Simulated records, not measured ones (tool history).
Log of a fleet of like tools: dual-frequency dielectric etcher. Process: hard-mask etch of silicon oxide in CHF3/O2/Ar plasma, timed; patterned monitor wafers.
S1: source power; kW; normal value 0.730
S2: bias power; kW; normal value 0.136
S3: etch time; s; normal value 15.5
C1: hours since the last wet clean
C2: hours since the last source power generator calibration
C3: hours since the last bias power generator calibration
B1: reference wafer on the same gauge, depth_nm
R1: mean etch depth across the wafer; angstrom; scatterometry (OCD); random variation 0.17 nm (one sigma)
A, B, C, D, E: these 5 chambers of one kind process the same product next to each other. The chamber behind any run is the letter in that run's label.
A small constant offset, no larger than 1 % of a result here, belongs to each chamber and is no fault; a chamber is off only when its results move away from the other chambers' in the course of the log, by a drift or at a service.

| run | hour | S1 | S2 | S3 | C1 | C2 | C3 | B1 | R1 |
|---|---|---|---|---|---|---|---|---|---|
| 1E | 7.5 | 0.730 | 0.136 | 15.5 | 31.3 | 201.9 | 1433.2 | 30.602 | 301.47 |
| 2D | 13.1 | 0.730 | 0.136 | 15.5 | 256.6 | 2406.6 | 2235.5 | 30.624 | 300.84 |
| 3C | 21.1 | 0.730 | 0.136 | 15.5 | 370.6 | 1879.1 | 2940.1 | 30.623 | 303.91 |
| 4B | 28.4 | 0.730 | 0.136 | 15.5 | 324.3 | 787.1 | 641.4 | 30.593 | 304.70 |
| 5A | 38.3 | 0.730 | 0.136 | 15.5 | 281.8 | 1453.0 | 2526.0 | 30.607 | 301.73 |
| 6A | 48.0 | 0.820 | 0.136 | 19.5 | 291.5 | 1462.7 | 2535.7 | 30.573 | 400.27 |
| 7C | 54.9 | 0.820 | 0.136 | 19.5 | 404.4 | 1912.9 | 2973.9 | 30.581 | 403.98 |
| 8B | 64.8 | 0.820 | 0.136 | 19.5 | 360.7 | 823.5 | 677.8 | 30.562 | 400.73 |
| 9D | 74.1 | 0.820 | 0.136 | 19.5 | 317.6 | 2467.6 | 2296.5 | 30.548 | 394.45 |
| 10E | 79.8 | 0.820 | 0.136 | 19.5 | 103.6 | 274.2 | 1505.5 | 30.594 | 397.74 |
| 11A | 88.6 | 0.730 | 0.136 | 18.0 | 332.1 | 1503.3 | 2576.3 | 30.637 | 349.40 |
| 12B | 95.9 | 0.730 | 0.136 | 18.0 | 391.8 | 854.6 | 708.9 | 30.574 | 351.55 |
| 13C | 104.1 | 0.730 | 0.136 | 18.0 | 453.6 | 1962.1 | 3023.1 | 30.608 | 354.90 |
| 14E | 108.9 | 0.730 | 0.136 | 18.0 | 132.7 | 303.3 | 1534.6 | 30.600 | 353.47 |
| 15D | 115.8 | 0.730 | 0.136 | 18.0 | 359.3 | 2509.3 | 2338.2 | 30.615 | 350.11 |
| 16A | 124.6 | 0.730 | 0.136 | 15.5 | 368.1 | 1539.3 | 2612.3 | 30.602 | 302.64 |
| 17C | 130.3 | 0.730 | 0.136 | 15.5 | 479.8 | 1988.3 | 3049.3 | 30.557 | 308.79 |
| 18E | 139.1 | 0.730 | 0.136 | 15.5 | 162.9 | 333.5 | 1564.8 | 30.629 | 301.67 |
| 19D | 146.7 | 0.730 | 0.136 | 15.5 | 390.2 | 2540.2 | 2369.1 | 30.604 | 298.80 |
| 20B | 153.6 | 0.730 | 0.136 | 15.5 | 449.5 | 912.3 | 766.6 | 30.617 | 303.92 |
| 21D | 163.9 | 0.730 | 0.136 | 15.5 | 407.4 | 2557.4 | 2386.3 | 30.650 | 302.81 |
| 22B | 168.5 | 0.730 | 0.136 | 15.5 | 464.4 | 927.2 | 781.5 | 30.613 | 304.61 |
| 23E | 178.1 | 0.730 | 0.136 | 15.5 | 201.9 | 372.5 | 1603.8 | 30.570 | 304.06 |
| 24A | 185.6 | 0.730 | 0.136 | 15.5 | 429.1 | 1600.3 | 2673.3 | 30.585 | 305.22 |
| 25C | 193.4 | 0.730 | 0.136 | 15.5 | 542.9 | 2051.4 | 3112.4 | 30.646 | 303.72 |
|  | 195.9 | chamber B: wet clean of the chamber |
| 26D | 198.2 | 0.730 | 0.136 | 15.5 | 441.7 | 2591.7 | 2420.6 | 30.611 | 300.96 |
| 27E | 208.0 | 0.730 | 0.136 | 15.5 | 231.8 | 402.4 | 1633.7 | 30.531 | 299.86 |
| 28C | 215.1 | 0.730 | 0.136 | 15.5 | 564.6 | 2073.1 | 3134.1 | 30.581 | 306.52 |
| 29B | 222.6 | 0.730 | 0.136 | 15.5 | 26.8 | 981.3 | 835.6 | 30.598 | 316.11 |
| 30A | 232.6 | 0.730 | 0.136 | 15.5 | 476.1 | 1647.3 | 2720.3 | 30.640 | 303.19 |
| 31D | 242.8 | 0.730 | 0.136 | 15.5 | 486.3 | 2636.3 | 2465.2 | 30.585 | 300.03 |
| 32B | 248.1 | 0.730 | 0.136 | 15.5 | 52.3 | 1006.8 | 861.1 | 30.548 | 314.93 |
|  | 250.3 | chamber A: wet clean of the chamber |
| 33E | 257.0 | 0.730 | 0.136 | 15.5 | 280.8 | 451.4 | 1682.7 | 30.639 | 307.00 |
| 34C | 265.9 | 0.730 | 0.136 | 15.5 | 615.4 | 2123.9 | 3184.9 | 30.578 | 307.63 |
| 35A | 273.8 | 0.730 | 0.136 | 15.5 | 23.5 | 1688.5 | 2761.5 | 30.617 | 302.14 |
|  | 275.1 | chamber C: bias power generator calibrated |
| 36B | 283.8 | 0.730 | 0.105 | 18.0 | 88.0 | 1042.5 | 896.8 | 30.607 | 341.58 |
| 37C | 289.5 | 0.730 | 0.105 | 18.0 | 639.0 | 2147.5 | 14.4 | 30.614 | 326.80 |
| 38E | 298.4 | 0.730 | 0.105 | 18.0 | 322.2 | 492.8 | 1724.1 | 30.592 | 324.97 |
| 39D | 306.8 | 0.730 | 0.105 | 18.0 | 550.3 | 2700.3 | 2529.2 | 30.604 | 322.40 |
| 40A | 313.9 | 0.730 | 0.105 | 18.0 | 63.6 | 1728.6 | 2801.6 | 30.592 | 321.63 |
| 41C | 321.6 | 0.730 | 0.136 | 15.5 | 671.1 | 2179.6 | 46.5 | 30.588 | 303.05 |

Predict what each chamber gives when all 5 of them run the settings below next.
| 42A | 329.0 | 0.730 | 0.120 | 15.5 |  |  |  |  | ? |
| 42B | 329.0 | 0.730 | 0.120 | 15.5 |  |  |  |  | ? |
| 42C | 329.0 | 0.730 | 0.120 | 15.5 |  |  |  |  | ? |
| 42D | 329.0 | 0.730 | 0.120 | 15.5 |  |  |  |  | ? |
| 42E | 329.0 | 0.730 | 0.120 | 15.5 |  |  |  |  | ? |

| run | R1 |
|---|---|
| 42A | 287.69 |
| 42B | 305.61 |
| 42C | 292.98 |
| 42D | 287.29 |
| 42E | 290.29 |
